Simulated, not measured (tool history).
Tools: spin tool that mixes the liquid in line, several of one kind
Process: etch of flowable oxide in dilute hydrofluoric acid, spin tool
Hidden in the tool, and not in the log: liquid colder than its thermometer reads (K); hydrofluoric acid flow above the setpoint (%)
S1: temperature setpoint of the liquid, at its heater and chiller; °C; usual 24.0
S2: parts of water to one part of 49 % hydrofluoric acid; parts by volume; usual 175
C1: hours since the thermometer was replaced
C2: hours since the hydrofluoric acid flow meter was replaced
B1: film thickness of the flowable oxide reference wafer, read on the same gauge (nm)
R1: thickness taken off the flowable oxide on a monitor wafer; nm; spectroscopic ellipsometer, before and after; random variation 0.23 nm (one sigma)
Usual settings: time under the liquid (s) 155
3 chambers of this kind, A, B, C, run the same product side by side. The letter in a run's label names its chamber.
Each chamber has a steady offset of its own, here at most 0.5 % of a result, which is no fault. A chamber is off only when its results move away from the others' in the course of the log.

{"run": "1C", "hour": 5.7, "S1": 24.0, "S2": 175, "time under the liquid (s)": 155, "C1": 942.6, "C2": 557.4, "B1": 40.026, "R1": 31.596}
{"run": "2B", "hour": 9.9, "S1": 24.0, "S2": 175, "time under the liquid (s)": 155, "C1": 23.1, "C2": 1798.6, "B1": 40.001, "R1": 31.99}
{"run": "3A", "hour": 16.0, "S1": 24.0, "S2": 175, "time under the liquid (s)": 155, "C1": 471.2, "C2": 345.4, "B1": 39.999, "R1": 31.837}
{"run": "4A", "hour": 24.6, "S1": 24.0, "S2": 175, "time under the liquid (s)": 155, "C1": 479.8, "C2": 354.0, "B1": 39.986, "R1": 31.655}
{"run": "5C", "hour": 29.9, "S1": 24.0, "S2": 175, "time under the liquid (s)": 155, "C1": 966.8, "C2": 581.6, "B1": 39.974, "R1": 31.651}
{"run": "6B", "hour": 34.8, "S1": 24.0, "S2": 175, "time under the liquid (s)": 155, "C1": 48.0, "C2": 1823.5, "B1": 39.998, "R1": 31.664}
{"run": "7A", "hour": 40.4, "S1": 24.0, "S2": 175, "time under the liquid (s)": 155, "C1": 495.6, "C2": 369.8, "B1": 40.013, "R1": 31.745}
{"run": "8B", "hour": 48.4, "S1": 24.0, "S2": 240, "time under the liquid (s)": 225, "C1": 61.6, "C2": 1837.1, "B1": 40.018, "R1": 30.74}
{"run": "9C", "hour": 52.4, "S1": 24.0, "S2": 240, "time under the liquid (s)": 225, "C1": 989.3, "C2": 604.1, "B1": 39.983, "R1": 31.31}
{"run": "10A", "hour": 56.6, "S1": 24.0, "S2": 240, "time under the liquid (s)": 225, "C1": 511.8, "C2": 386.0, "B1": 39.986, "R1": 31.286}
{"run": "11C", "hour": 61.1, "S1": 21.5, "S2": 135, "time under the liquid (s)": 155, "C1": 998.0, "C2": 612.8, "B1": 39.984, "R1": 39.201}
{"run": "12B", "hour": 65.6, "S1": 21.5, "S2": 135, "time under the liquid (s)": 155, "C1": 78.8, "C2": 1854.3, "B1": 40.004, "R1": 39.419}
{"run": "13C", "hour": 70.6, "S1": 21.5, "S2": 135, "time under the liquid (s)": 155, "C1": 1007.5, "C2": 622.3, "B1": 39.997, "R1": 38.405}
{"run": "14B", "hour": 74.9, "S1": 21.5, "S2": 225, "time under the liquid (s)": 155, "C1": 88.1, "C2": 1863.6, "B1": 40.012, "R1": 21.34}
{"run": "15A", "hour": 80.4, "S1": 21.5, "S2": 225, "time under the liquid (s)": 155, "C1": 535.6, "C2": 409.8, "B1": 40.002, "R1": 21.457}
{"run": "16B", "hour": 86.1, "S1": 21.5, "S2": 225, "time under the liquid (s)": 155, "C1": 99.3, "C2": 1874.8, "B1": 40.009, "R1": 21.453}
{"run": "17A", "hour": 90.1, "S1": 24.0, "S2": 175, "time under the liquid (s)": 155, "C1": 545.3, "C2": 419.5, "B1": 40.014, "R1": 31.617}
{"run": "18C", "hour": 94.1, "S1": 24.0, "S2": 175, "time under the liquid (s)": 155, "C1": 1031.0, "C2": 645.8, "B1": 40.013, "R1": 31.116}
{"run": "19B", "hour": 101.1, "S1": 24.0, "S2": 175, "time under the liquid (s)": 155, "C1": 114.3, "C2": 1889.8, "B1": 39.981, "R1": 31.954}
{"run": "20C", "hour": 109.3, "S1": 24.0, "S2": 175, "time under the liquid (s)": 155, "C1": 1046.2, "C2": 661.0, "B1": 39.98, "R1": 31.59}
{"run": "21A", "hour": 114.2, "S1": 24.0, "S2": 175, "time under the liquid (s)": 155, "C1": 569.4, "C2": 443.6, "B1": 39.984, "R1": 31.683}
{"run": "22B", "hour": 122.7, "S1": 24.0, "S2": 175, "time under the liquid (s)": 155, "C1": 135.9, "C2": 1911.4, "B1": 39.997, "R1": 32.036}

Next, every chamber runs the same settings. What will each give?
{"run": "23A", "hour": 129.2, "S1": 24.0, "S2": 175, "time under the liquid (s)": 155, "R1": "?"}
{"run": "23B", "hour": 129.2, "S1": 24.0, "S2": 175, "time under the liquid (s)": 155, "R1": "?"}
{"run": "23C", "hour": 129.2, "S1": 24.0, "S2": 175, "time under the liquid (s)": 155, "R1": "?"}

run=23A R1=32.027
run=23B R1=31.948
run=23C R1=31.635
